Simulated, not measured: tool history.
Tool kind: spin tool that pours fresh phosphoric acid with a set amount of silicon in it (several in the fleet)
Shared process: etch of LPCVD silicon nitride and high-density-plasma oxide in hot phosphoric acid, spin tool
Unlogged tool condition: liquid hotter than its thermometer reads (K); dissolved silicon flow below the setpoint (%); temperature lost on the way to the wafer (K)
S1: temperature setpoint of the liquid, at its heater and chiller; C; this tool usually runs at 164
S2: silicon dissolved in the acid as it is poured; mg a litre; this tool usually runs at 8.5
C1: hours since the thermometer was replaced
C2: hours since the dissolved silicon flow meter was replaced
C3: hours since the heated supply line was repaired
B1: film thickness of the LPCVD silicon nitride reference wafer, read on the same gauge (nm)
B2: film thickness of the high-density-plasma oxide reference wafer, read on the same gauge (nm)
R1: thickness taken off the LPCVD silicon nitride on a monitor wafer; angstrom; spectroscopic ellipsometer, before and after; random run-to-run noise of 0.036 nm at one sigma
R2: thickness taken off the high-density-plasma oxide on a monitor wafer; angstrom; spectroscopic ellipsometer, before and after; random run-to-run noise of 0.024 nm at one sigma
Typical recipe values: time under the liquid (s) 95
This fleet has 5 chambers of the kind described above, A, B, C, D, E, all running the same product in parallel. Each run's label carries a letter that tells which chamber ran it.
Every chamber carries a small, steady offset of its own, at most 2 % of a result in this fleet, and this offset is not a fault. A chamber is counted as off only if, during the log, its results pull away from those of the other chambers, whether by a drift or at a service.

{"run": "1E", "hour": 7.1, "S1": 164, "S2": 8.5, "time under the liquid (s)": 95, "C1": 2371.1, "C2": 242.9, "C3": 2027.3, "B1": 150.03, "B2": 119.98, "R1": 100.55, "R2": 4.1056}
{"run": "2C", "hour": 14.5, "S1": 164, "S2": 8.5, "time under the liquid (s)": 95, "C1": 599.1, "C2": 580.9, "C3": 2078.6, "B1": 150.0, "B2": 120.0, "R1": 100.81, "R2": 3.8961}
{"run": "3A", "hour": 20.2, "S1": 164, "S2": 8.5, "time under the liquid (s)": 95, "C1": 2552.1, "C2": 1945.1, "C3": 3274.4, "B1": 150.04, "B2": 119.99, "R1": 101.19, "R2": 4.0545}
{"run": "4D", "hour": 29.7, "S1": 164, "S2": 8.5, "time under the liquid (s)": 95, "C1": 872.5, "C2": 1043.2, "C3": 760.2, "B1": 150.02, "B2": 119.99, "R1": 102.82, "R2": 3.8037}
{"hour": 35.8, "done": "chamber B: dissolved silicon flow meter replaced"}
{"run": "5B", "hour": 36.4, "S1": 164, "S2": 8.5, "time under the liquid (s)": 95, "C1": 659.3, "C2": 0.7, "C3": 1200.0, "B1": 150.03, "B2": 120.01, "R1": 100.51, "R2": 4.1626}
{"run": "6E", "hour": 43.1, "S1": 164, "S2": 8.5, "time under the liquid (s)": 95, "C1": 2407.1, "C2": 278.9, "C3": 2063.3, "B1": 150.02, "B2": 119.99, "R1": 101.02, "R2": 3.9325}
{"run": "7B", "hour": 52.6, "S1": 164, "S2": 8.5, "time under the liquid (s)": 95, "C1": 675.5, "C2": 16.9, "C3": 1216.2, "B1": 150.01, "B2": 120.01, "R1": 100.47, "R2": 4.0105}
{"run": "8D", "hour": 58.9, "S1": 164, "S2": 8.5, "time under the liquid (s)": 95, "C1": 901.7, "C2": 1072.4, "C3": 789.4, "B1": 150.0, "B2": 120.01, "R1": 102.32, "R2": 4.2695}
{"run": "9C", "hour": 67.1, "S1": 164, "S2": 8.5, "time under the liquid (s)": 95, "C1": 651.7, "C2": 633.5, "C3": 2131.2, "B1": 150.02, "B2": 120.02, "R1": 100.79, "R2": 3.8589}
{"run": "10A", "hour": 77.0, "S1": 164, "S2": 8.5, "time under the liquid (s)": 95, "C1": 2608.9, "C2": 2001.9, "C3": 3331.2, "B1": 150.03, "B2": 120.0, "R1": 101.15, "R2": 3.868}
{"run": "11B", "hour": 82.2, "S1": 164, "S2": 8.5, "time under the liquid (s)": 95, "C1": 705.1, "C2": 46.5, "C3": 1245.8, "B1": 150.0, "B2": 120.0, "R1": 99.878, "R2": 3.8307}
{"run": "12C", "hour": 89.5, "S1": 164, "S2": 8.5, "time under the liquid (s)": 95, "C1": 674.1, "C2": 655.9, "C3": 2153.6, "B1": 150.0, "B2": 119.97, "R1": 101.02, "R2": 4.0028}
{"run": "13D", "hour": 96.7, "S1": 164, "S2": 8.5, "time under the liquid (s)": 95, "C1": 939.5, "C2": 1110.2, "C3": 827.2, "B1": 149.95, "B2": 120.01, "R1": 103.01, "R2": 3.8905}
{"run": "14E", "hour": 106.6, "S1": 165, "S2": 8.5, "time under the liquid (s)": 45, "C1": 2470.6, "C2": 342.4, "C3": 2126.8, "B1": 150.01, "B2": 120.01, "R1": 49.16, "R2": 1.8703}
{"run": "15A", "hour": 111.3, "S1": 165, "S2": 8.5, "time under the liquid (s)": 45, "C1": 2643.2, "C2": 2036.2, "C3": 3365.5, "B1": 150.01, "B2": 120.0, "R1": 49.617, "R2": 1.8801}
{"run": "16C", "hour": 120.2, "S1": 165, "S2": 8.5, "time under the liquid (s)": 45, "C1": 704.8, "C2": 686.6, "C3": 2184.3, "B1": 149.97, "B2": 120.01, "R1": 49.376, "R2": 2.1761}
{"run": "17B", "hour": 129.3, "S1": 165, "S2": 8.5, "time under the liquid (s)": 45, "C1": 752.2, "C2": 93.6, "C3": 1292.9, "B1": 150.05, "B2": 119.97, "R1": 48.942, "R2": 2.0327}
{"run": "18A", "hour": 136.2, "S1": 165, "S2": 8.5, "time under the liquid (s)": 45, "C1": 2668.1, "C2": 2061.1, "C3": 3390.4, "B1": 150.02, "B2": 120.0, "R1": 49.812, "R2": 2.0564}
{"run": "19E", "hour": 141.8, "S1": 164, "S2": 8.5, "time under the liquid (s)": 95, "C1": 2505.8, "C2": 377.6, "C3": 2162.0, "B1": 150.0, "B2": 120.0, "R1": 101.42, "R2": 3.6968}
{"run": "20D", "hour": 152.2, "S1": 164, "S2": 8.5, "time under the liquid (s)": 95, "C1": 995.0, "C2": 1165.7, "C3": 882.7, "B1": 149.97, "B2": 119.98, "R1": 103.17, "R2": 3.9908}
{"run": "21A", "hour": 160.0, "S1": 164, "S2": 8.5, "time under the liquid (s)": 95, "C1": 2691.9, "C2": 2084.9, "C3": 3414.2, "B1": 149.99, "B2": 119.99, "R1": 101.31, "R2": 4.0364}
{"run": "22C", "hour": 166.4, "S1": 164, "S2": 8.5, "time under the liquid (s)": 95, "C1": 751.0, "C2": 732.8, "C3": 2230.5, "B1": 150.04, "B2": 120.03, "R1": 101.33, "R2": 4.0104}
{"run": "23D", "hour": 173.2, "S1": 164, "S2": 8.5, "time under the liquid (s)": 95, "C1": 1016.0, "C2": 1186.7, "C3": 903.7, "B1": 150.0, "B2": 119.99, "R1": 103.4, "R2": 3.6797}
{"run": "24E", "hour": 180.7, "S1": 164, "S2": 8.5, "time under the liquid (s)": 95, "C1": 2544.7, "C2": 416.5, "C3": 2200.9, "B1": 150.01, "B2": 119.99, "R1": 101.31, "R2": 3.8991}
{"run": "25B", "hour": 187.6, "S1": 164, "S2": 8.5, "time under the liquid (s)": 95, "C1": 810.5, "C2": 151.9, "C3": 1351.2, "B1": 149.96, "B2": 119.99, "R1": 99.779, "R2": 4.1418}
{"hour": 191.6, "done": "chamber A: thermometer replaced"}
{"run": "26B", "hour": 196.7, "S1": 164, "S2": 8.5, "time under the liquid (s)": 95, "C1": 819.6, "C2": 161.0, "C3": 1360.3, "B1": 150.0, "B2": 119.99, "R1": 100.3, "R2": 4.1266}
{"run": "27E", "hour": 205.7, "S1": 162, "S2": 8.5, "time under the liquid (s)": 135, "C1": 2569.7, "C2": 441.5, "C3": 2225.9, "B1": 149.98, "B2": 120.0, "R1": 134.54, "R2": 5.0792}
{"run": "28C", "hour": 215.2, "S1": 162, "S2": 8.5, "time under the liquid (s)": 135, "C1": 799.8, "C2": 781.6, "C3": 2279.3, "B1": 149.98, "B2": 119.99, "R1": 135.15, "R2": 5.0376}
{"hour": 219.4, "done": "chamber E: thermometer replaced"}
{"run": "29A", "hour": 225.6, "S1": 162, "S2": 8.5, "time under the liquid (s)": 135, "C1": 34.0, "C2": 2150.5, "C3": 3479.8, "B1": 150.0, "B2": 119.98, "R1": 134.2, "R2": 4.0429}
{"run": "30D", "hour": 236.0, "S1": 162, "S2": 8.5, "time under the liquid (s)": 135, "C1": 1078.8, "C2": 1249.5, "C3": 966.5, "B1": 149.99, "B2": 119.99, "R1": 137.1, "R2": 4.7406}
{"run": "31B", "hour": 246.3, "S1": 162, "S2": 8.5, "time under the liquid (s)": 135, "C1": 869.2, "C2": 210.6, "C3": 1409.9, "B1": 149.98, "B2": 120.03, "R1": 133.84, "R2": 4.8022}
{"run": "32E", "hour": 253.4, "S1": 164, "S2": 8.5, "time under the liquid (s)": 95, "C1": 34.0, "C2": 489.2, "C3": 2273.6, "B1": 149.99, "B2": 120.0, "R1": 101.13, "R2": 4.1811}
{"run": "33C", "hour": 260.2, "S1": 164, "S2": 8.5, "time under the liquid (s)": 95, "C1": 844.8, "C2": 826.6, "C3": 2324.3, "B1": 150.01, "B2": 119.98, "R1": 101.36, "R2": 3.8624}
{"run": "34D", "hour": 269.7, "S1": 164, "S2": 8.5, "time under the liquid (s)": 95, "C1": 1112.5, "C2": 1283.2, "C3": 1000.2, "B1": 150.03, "B2": 120.03, "R1": 102.62, "R2": 4.6779}
{"run": "35A", "hour": 277.4, "S1": 164, "S2": 8.5, "time under the liquid (s)": 95, "C1": 85.8, "C2": 2202.3, "C3": 3531.6, "B1": 149.98, "B2": 119.97, "R1": 100.99, "R2": 4.0276}

Is one chamber out of step, is the gauge drifting, or do the chambers differ by no more than their own small offsets? For an off chamber, give its letter and the likeliest cause.

Beyond each chamber's small constant offset nothing stands out, and the gauge stays steady.

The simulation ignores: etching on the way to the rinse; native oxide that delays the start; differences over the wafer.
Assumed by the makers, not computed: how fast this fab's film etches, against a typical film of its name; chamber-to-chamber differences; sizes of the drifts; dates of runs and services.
